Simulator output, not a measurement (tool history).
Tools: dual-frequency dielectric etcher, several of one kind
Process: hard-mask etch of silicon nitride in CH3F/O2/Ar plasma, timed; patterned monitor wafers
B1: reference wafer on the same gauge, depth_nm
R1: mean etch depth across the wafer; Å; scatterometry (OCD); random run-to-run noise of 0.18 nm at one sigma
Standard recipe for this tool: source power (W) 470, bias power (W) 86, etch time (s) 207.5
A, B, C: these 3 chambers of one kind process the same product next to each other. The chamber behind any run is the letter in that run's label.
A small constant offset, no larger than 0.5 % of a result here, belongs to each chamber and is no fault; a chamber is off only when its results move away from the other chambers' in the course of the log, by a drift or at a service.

{"run": "1A", "day": 0.658, "source power (W)": 470, "bias power (W)": 86, "etch time (s)": 207.5, "B1": 167.04, "R1": 1637.1}
{"run": "2B", "day": 1.15, "source power (W)": 470, "bias power (W)": 86, "etch time (s)": 207.5, "B1": 167.1, "R1": 1643.3}
{"run": "3C", "day": 1.725, "source power (W)": 470, "bias power (W)": 86, "etch time (s)": 207.5, "B1": 167.08, "R1": 1640.3}
{"run": "4B", "day": 2.192, "source power (W)": 470, "bias power (W)": 86, "etch time (s)": 207.5, "B1": 167.17, "R1": 1641.1}
{"run": "5A", "day": 2.604, "source power (W)": 470, "bias power (W)": 86, "etch time (s)": 207.5, "B1": 167.15, "R1": 1637.6}
{"run": "6C", "day": 2.971, "source power (W)": 470, "bias power (W)": 86, "etch time (s)": 207.5, "B1": 167.16, "R1": 1637.4}
{"run": "7C", "day": 3.633, "source power (W)": 470, "bias power (W)": 86, "etch time (s)": 207.5, "B1": 167.22, "R1": 1641.6}
{"run": "8A", "day": 4.017, "source power (W)": 470, "bias power (W)": 86, "etch time (s)": 207.5, "B1": 167.2, "R1": 1642.4}
{"run": "9B", "day": 4.671, "source power (W)": 470, "bias power (W)": 86, "etch time (s)": 207.5, "B1": 167.3, "R1": 1639.4}
{"run": "10B", "day": 5.271, "source power (W)": 470, "bias power (W)": 86, "etch time (s)": 207.5, "B1": 167.28, "R1": 1647.1}
{"run": "11A", "day": 5.825, "source power (W)": 470, "bias power (W)": 86, "etch time (s)": 207.5, "B1": 167.34, "R1": 1642.1}
{"run": "12C", "day": 6.238, "source power (W)": 470, "bias power (W)": 86, "etch time (s)": 207.5, "B1": 167.35, "R1": 1641.1}
{"run": "13B", "day": 6.533, "source power (W)": 470, "bias power (W)": 78, "etch time (s)": 207.5, "B1": 167.36, "R1": 1591.6}
{"run": "14A", "day": 6.846, "source power (W)": 470, "bias power (W)": 78, "etch time (s)": 207.5, "B1": 167.39, "R1": 1586.6}
{"run": "15C", "day": 7.154, "source power (W)": 470, "bias power (W)": 78, "etch time (s)": 207.5, "B1": 167.41, "R1": 1589.7}
{"run": "16C", "day": 7.617, "source power (W)": 470, "bias power (W)": 78, "etch time (s)": 207.5, "B1": 167.41, "R1": 1586.7}
{"day": 7.871, "done": "chamber A: wet clean of the chamber"}
{"run": "17A", "day": 8.067, "source power (W)": 470, "bias power (W)": 78, "etch time (s)": 207.5, "B1": 167.47, "R1": 1591.8}
{"run": "18B", "day": 8.396, "source power (W)": 470, "bias power (W)": 78, "etch time (s)": 207.5, "B1": 167.49, "R1": 1590.4}
{"day": 8.412, "done": "chamber B: wet clean of the chamber"}
{"run": "19C", "day": 9.025, "source power (W)": 470, "bias power (W)": 86, "etch time (s)": 207.5, "B1": 167.5, "R1": 1644.5}
{"run": "20B", "day": 9.346, "source power (W)": 470, "bias power (W)": 86, "etch time (s)": 207.5, "B1": 167.57, "R1": 1646}
{"run": "21A", "day": 9.892, "source power (W)": 470, "bias power (W)": 86, "etch time (s)": 207.5, "B1": 167.59, "R1": 1646}
{"run": "22B", "day": 10.308, "source power (W)": 470, "bias power (W)": 86, "etch time (s)": 207.5, "B1": 167.56, "R1": 1649.1}
{"run": "23A", "day": 10.888, "source power (W)": 470, "bias power (W)": 86, "etch time (s)": 207.5, "B1": 167.66, "R1": 1644.4}
{"run": "24C", "day": 11.192, "source power (W)": 470, "bias power (W)": 86, "etch time (s)": 207.5, "B1": 167.66, "R1": 1648.6}
{"run": "25C", "day": 11.854, "source power (W)": 470, "bias power (W)": 86, "etch time (s)": 207.5, "B1": 167.69, "R1": 1643}
{"run": "26A", "day": 12.238, "source power (W)": 470, "bias power (W)": 96, "etch time (s)": 207.5, "B1": 167.72, "R1": 1706.7}
{"run": "27B", "day": 12.783, "source power (W)": 470, "bias power (W)": 96, "etch time (s)": 207.5, "B1": 167.74, "R1": 1711.8}

All 3 chambers run these settings next. Forecast each chamber's results:
{"run": "28A", "day": 13.262, "source power (W)": 470, "bias power (W)": 105, "etch time (s)": 207.5, "R1": "?"}
{"run": "28B", "day": 13.262, "source power (W)": 470, "bias power (W)": 105, "etch time (s)": 207.5, "R1": "?"}
{"run": "28C", "day": 13.262, "source power (W)": 470, "bias power (W)": 105, "etch time (s)": 207.5, "R1": "?"}

run=28A R1=1768.6
run=28B R1=1770.4
run=28C R1=1768.7
